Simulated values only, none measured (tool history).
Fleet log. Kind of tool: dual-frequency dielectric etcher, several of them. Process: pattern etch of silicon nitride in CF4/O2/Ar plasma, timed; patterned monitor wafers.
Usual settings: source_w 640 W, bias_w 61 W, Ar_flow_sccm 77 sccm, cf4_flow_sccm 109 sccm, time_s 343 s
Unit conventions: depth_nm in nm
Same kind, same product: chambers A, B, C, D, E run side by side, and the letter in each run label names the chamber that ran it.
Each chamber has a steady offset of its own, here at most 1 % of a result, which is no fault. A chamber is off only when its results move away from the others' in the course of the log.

run,hour,source_w,bias_w,Ar_flow_sccm,cf4_flow_sccm,time_s,"read-back reference wafer on the same gauge, depth_nm",depth_nm
1E,13.3,640,61,77,109,343,988.15,896.65
2D,23.3,640,61,77,109,343,988.39,906.35
3A,31.2,640,61,77,109,343,987.53,904.22
4C,44.6,640,61,77,109,343,987.8,906.09
5B,52.1,640,61,77,109,343,988.33,904.26
6D,63.5,640,61,77,109,343,988.17,897.33
7A,75.7,640,61,77,109,343,989.56,904.87
# hour 89.1: chamber D: wet clean of the chamber
8C,89.5,640,61,77,109,343,987.16,903.33
9B,103.5,640,61,77,109,343,986.89,900.35
10E,113.4,640,61,77,109,343,987.41,897.46
# hour 115.6: chamber A: bias power generator calibrated
11C,124.6,640,61,77,109,343,987.98,905.01
12B,136.3,640,61,77,109,343,988.08,902.87
13D,145.4,640,74,77,109,343,988.06,978.4
14A,157.8,640,74,77,109,343,988.7,966.54
15E,165.4,640,74,77,109,343,987.44,965.2
16B,175.1,640,74,77,109,343,987.8,962.08
17D,185.2,640,74,77,109,343,987.94,973.65
18E,194.8,640,61,77,109,343,987.93,895.14
19C,206.1,640,61,77,109,343,987.57,894.45
20A,219.3,640,61,77,134,343,987.87,923.89
21B,233.1,640,61,77,134,343,988.25,916.27
22C,244.4,640,61,77,134,343,988.28,906.31
23A,257.1,640,61,77,134,343,987.73,917.15
24D,267.7,640,61,77,134,343,987.61,920.16
25E,274.2,640,61,77,109,343,988.11,897
26D,280.4,640,61,77,109,343,988.74,906.6
27B,291.6,640,61,77,109,343,987.32,900.36
# hour 298.1: chamber E: source power generator calibrated
28A,301.9,640,61,77,109,343,987.87,901.23
29C,311.9,640,61,77,109,343,988.61,882.2
# hour 319.4: chamber C: wet clean of the chamber
30E,323.6,640,61,77,109,343,988.13,900.87
31C,336.1,640,61,77,109,343,988.38,879.65
# hour 343: chamber B: wet clean of the chamber
32B,346.7,640,61,77,109,343,987.49,901.49
33A,353.3,640,61,77,109,343,987.93,905.09
34D,365.7,640,61,77,109,343,988.1,900.38
# hour 369.5: chamber E: bias power generator calibrated
35E,376.3,640,61,77,109,343,988.12,898.86
36A,390,640,61,77,109,343,988.4,894.69
37D,403.8,640,61,77,109,343,987.69,906.92
# hour 408.6: chamber C: Ar flow controller replaced
# hour 410.8: chamber E: wet clean of the chamber
38B,414,640,61,77,109,343,988.64,902.91
39C,424.5,640,61,77,109,343,989.08,868.83
40E,433.2,640,61,77,109,343,988.18,890.94
41C,447.3,640,61,77,109,343,987.19,872.44
42B,454.9,640,61,77,109,343,988.34,898.8
43E,462.6,640,61,77,109,343,986.86,899.47

The same settings go to every chamber for the next run, one line per chamber below. Forecast the results for each:
44A,472.6,640,61,77,132,343,,?
44B,472.6,640,61,77,132,343,,?
44C,472.6,640,61,77,132,343,,?
44D,472.6,640,61,77,132,343,,?
44E,472.6,640,61,77,132,343,,?

run,depth_nm
44A,914.97
44B,913.86
44C,886.2
44D,919.29
44E,912.07

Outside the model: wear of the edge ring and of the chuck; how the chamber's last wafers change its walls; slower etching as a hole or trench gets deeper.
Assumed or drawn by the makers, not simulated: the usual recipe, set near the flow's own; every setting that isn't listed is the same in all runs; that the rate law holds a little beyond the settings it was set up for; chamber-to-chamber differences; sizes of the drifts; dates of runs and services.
